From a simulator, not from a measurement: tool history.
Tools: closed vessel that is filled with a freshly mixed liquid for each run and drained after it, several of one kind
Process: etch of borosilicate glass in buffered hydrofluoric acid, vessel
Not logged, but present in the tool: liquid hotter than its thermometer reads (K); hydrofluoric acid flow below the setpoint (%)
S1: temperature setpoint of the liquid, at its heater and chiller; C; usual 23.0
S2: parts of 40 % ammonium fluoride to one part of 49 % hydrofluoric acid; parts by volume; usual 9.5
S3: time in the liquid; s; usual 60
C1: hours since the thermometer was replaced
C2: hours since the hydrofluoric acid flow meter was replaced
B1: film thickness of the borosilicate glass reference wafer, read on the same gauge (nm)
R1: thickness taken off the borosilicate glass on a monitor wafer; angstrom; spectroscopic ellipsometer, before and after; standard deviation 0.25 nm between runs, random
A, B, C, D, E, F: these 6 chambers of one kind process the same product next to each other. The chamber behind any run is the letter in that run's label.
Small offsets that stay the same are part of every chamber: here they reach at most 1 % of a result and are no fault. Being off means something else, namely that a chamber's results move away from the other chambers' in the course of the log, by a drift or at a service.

run 1C hour=12.0 | S1=23.0 S2=9.5 S3=60 | C1=1368.7 C2=536.6 | B1=119.99 | R1=725.72
-- hour=13.5 chamber E: thermometer replaced
run 2D hour=23.5 | S1=23.0 S2=9.5 S3=60 | C1=172.8 C2=42.0 | B1=119.99 | R1=734.13
run 3F hour=31.1 | S1=23.0 S2=9.5 S3=60 | C1=2289.1 C2=333.8 | B1=119.98 | R1=725.93
run 4E hour=41.2 | S1=23.0 S2=9.5 S3=60 | C1=27.7 C2=1541.3 | B1=120.00 | R1=739.82
-- hour=43.2 chamber F: hydrofluoric acid flow meter replaced
run 5B hour=46.9 | S1=25.0 S2=9.5 S3=45 | C1=479.3 C2=52.4 | B1=120.05 | R1=608.94
run 6A hour=53.9 | S1=25.0 S2=9.5 S3=45 | C1=1152.6 C2=600.0 | B1=120.01 | R1=612.20
run 7F hour=60.6 | S1=25.0 S2=9.5 S3=45 | C1=2318.6 C2=17.4 | B1=120.00 | R1=608.02
run 8E hour=72.5 | S1=25.0 S2=9.5 S3=45 | C1=59.0 C2=1572.6 | B1=119.99 | R1=615.73
run 9D hour=83.5 | S1=25.0 S2=9.5 S3=45 | C1=232.8 C2=102.0 | B1=120.03 | R1=608.29
run 10A hour=91.6 | S1=25.0 S2=9.5 S3=45 | C1=1190.3 C2=637.7 | B1=119.99 | R1=611.73
run 11B hour=103.9 | S1=23.0 S2=9.5 S3=60 | C1=536.3 C2=109.4 | B1=119.99 | R1=736.40
run 12C hour=113.1 | S1=23.0 S2=9.5 S3=60 | C1=1469.8 C2=637.7 | B1=120.00 | R1=726.48
-- hour=118.3 chamber E: hydrofluoric acid flow meter replaced
run 13F hour=118.5 | S1=19.5 S2=9.5 S3=60 | C1=2376.5 C2=75.3 | B1=120.06 | R1=604.93
run 14E hour=128.6 | S1=19.5 S2=9.5 S3=60 | C1=115.1 C2=10.4 | B1=120.00 | R1=611.13
run 15B hour=137.4 | S1=19.5 S2=9.5 S3=60 | C1=569.8 C2=142.9 | B1=119.98 | R1=611.12
run 16A hour=144.7 | S1=19.5 S2=9.5 S3=60 | C1=1243.4 C2=690.8 | B1=119.97 | R1=609.39
run 17C hour=151.8 | S1=19.5 S2=9.5 S3=60 | C1=1508.5 C2=676.4 | B1=120.02 | R1=604.25
run 18D hour=157.6 | S1=19.5 S2=9.5 S3=60 | C1=306.9 C2=176.1 | B1=119.96 | R1=606.36
run 19A hour=169.3 | S1=23.0 S2=9.5 S3=60 | C1=1268.0 C2=715.4 | B1=119.98 | R1=735.71
-- hour=172.3 chamber A: thermometer replaced
run 20E hour=179.7 | S1=23.0 S2=9.5 S3=60 | C1=166.2 C2=61.5 | B1=120.01 | R1=742.08
run 21B hour=190.4 | S1=23.0 S2=9.5 S3=60 | C1=622.8 C2=195.9 | B1=120.01 | R1=741.99
run 22D hour=202.0 | S1=23.0 S2=9.5 S3=60 | C1=351.3 C2=220.5 | B1=120.03 | R1=733.75
run 23F hour=210.7 | S1=23.0 S2=9.5 S3=85 | C1=2468.7 C2=167.5 | B1=120.02 | R1=1035.90
run 24C hour=223.0 | S1=23.0 S2=9.5 S3=85 | C1=1579.7 C2=747.6 | B1=120.01 | R1=1033.80
run 25C hour=230.9 | S1=23.0 S2=9.5 S3=85 | C1=1587.6 C2=755.5 | B1=120.00 | R1=1027.20
run 26F hour=242.7 | S1=23.0 S2=9.5 S3=85 | C1=2500.7 C2=199.5 | B1=120.02 | R1=1034.80
run 27B hour=252.0 | S1=23.0 S2=9.5 S3=85 | C1=684.4 C2=257.5 | B1=119.96 | R1=1063.80
run 28E hour=257.5 | S1=23.0 S2=9.5 S3=85 | C1=244.0 C2=139.3 | B1=119.98 | R1=1047.30
run 29A hour=263.1 | S1=23.0 S2=9.5 S3=60 | C1=90.8 C2=809.2 | B1=120.01 | R1=730.83
run 30D hour=270.8 | S1=23.0 S2=6.0 S3=60 | C1=420.1 C2=289.3 | B1=119.94 | R1=1146.90
run 31B hour=278.7 | S1=23.0 S2=6.0 S3=60 | C1=711.1 C2=284.2 | B1=119.99 | R1=1176.80
run 32E hour=288.1 | S1=23.0 S2=6.0 S3=60 | C1=274.6 C2=169.9 | B1=120.03 | R1=1157.00
run 33F hour=295.2 | S1=23.0 S2=6.0 S3=60 | C1=2553.2 C2=252.0 | B1=119.99 | R1=1140.20
run 34A hour=300.6 | S1=23.0 S2=6.0 S3=60 | C1=128.3 C2=846.7 | B1=120.04 | R1=1140.60
run 35D hour=311.6 | S1=23.0 S2=6.0 S3=60 | C1=460.9 C2=330.1 | B1=120.02 | R1=1148.50
run 36C hour=320.8 | S1=23.0 S2=9.5 S3=60 | C1=1677.5 C2=845.4 | B1=120.01 | R1=725.48
run 37F hour=333.2 | S1=23.0 S2=9.5 S3=60 | C1=2591.2 C2=290.0 | B1=120.00 | R1=729.38
run 38A hour=341.4 | S1=23.0 S2=9.5 S3=60 | C1=169.1 C2=887.5 | B1=120.01 | R1=735.17
run 39B hour=351.9 | S1=23.0 S2=9.5 S3=60 | C1=784.3 C2=357.4 | B1=120.02 | R1=753.14
run 40D hour=363.8 | S1=23.0 S2=9.5 S3=60 | C1=513.1 C2=382.3 | B1=120.00 | R1=735.34
run 41E hour=373.7 | S1=23.0 S2=7.5 S3=45 | C1=360.2 C2=255.5 | B1=119.98 | R1=703.31
run 42C hour=385.6 | S1=23.0 S2=7.5 S3=45 | C1=1742.3 C2=910.2 | B1=119.99 | R1=691.71
run 43C hour=393.2 | S1=23.0 S2=7.5 S3=45 | C1=1749.9 C2=917.8 | B1=119.98 | R1=694.34

Which is it: a chamber that has drifted or been left off by a service, a gauge drift common to all chambers, or only each chamber's usual small offset? If a chamber is off, name it and its likeliest cause.

Little by little, chamber B moves away from the other chambers.
Most likely cause: liquid hotter than its thermometer reads (K) = 0.72.
From this log alone, it may not be told apart from: hydrofluoric acid flow above the setpoint (%).

Chamber B could run next with any of the 4 candidate recipes listed below; each alters the usual settings, and their results appear as question marks. Which one brings its results back in line with what the other chambers deliver on the usual settings?
In line here means within this much of the mean the other chambers give on the usual settings: R1 8.70 angstrom
run 44B-1 hour=402.0 | S1=22.5 S2=10.0 S3=60 | R1=?
run 44B-2 hour=402.0 | S1=23.0 S2=10.0 S3=60 | R1=?
run 44B-3 hour=402.0 | S1=23.0 S2=9.0 S3=60 | R1=?
run 44B-4 hour=402.0 | S1=23.5 S2=9.0 S3=60 | R1=?

Usual-settings mean across the other chambers: R1 731.83 angstrom
run=44B-1 R1=715.58
run=44B-2 R1=735.03
run=44B-3 R1=788.03
run=44B-4 R1=809.36
Change 44B-2 lands the chamber within the allowed miss of the other chambers.
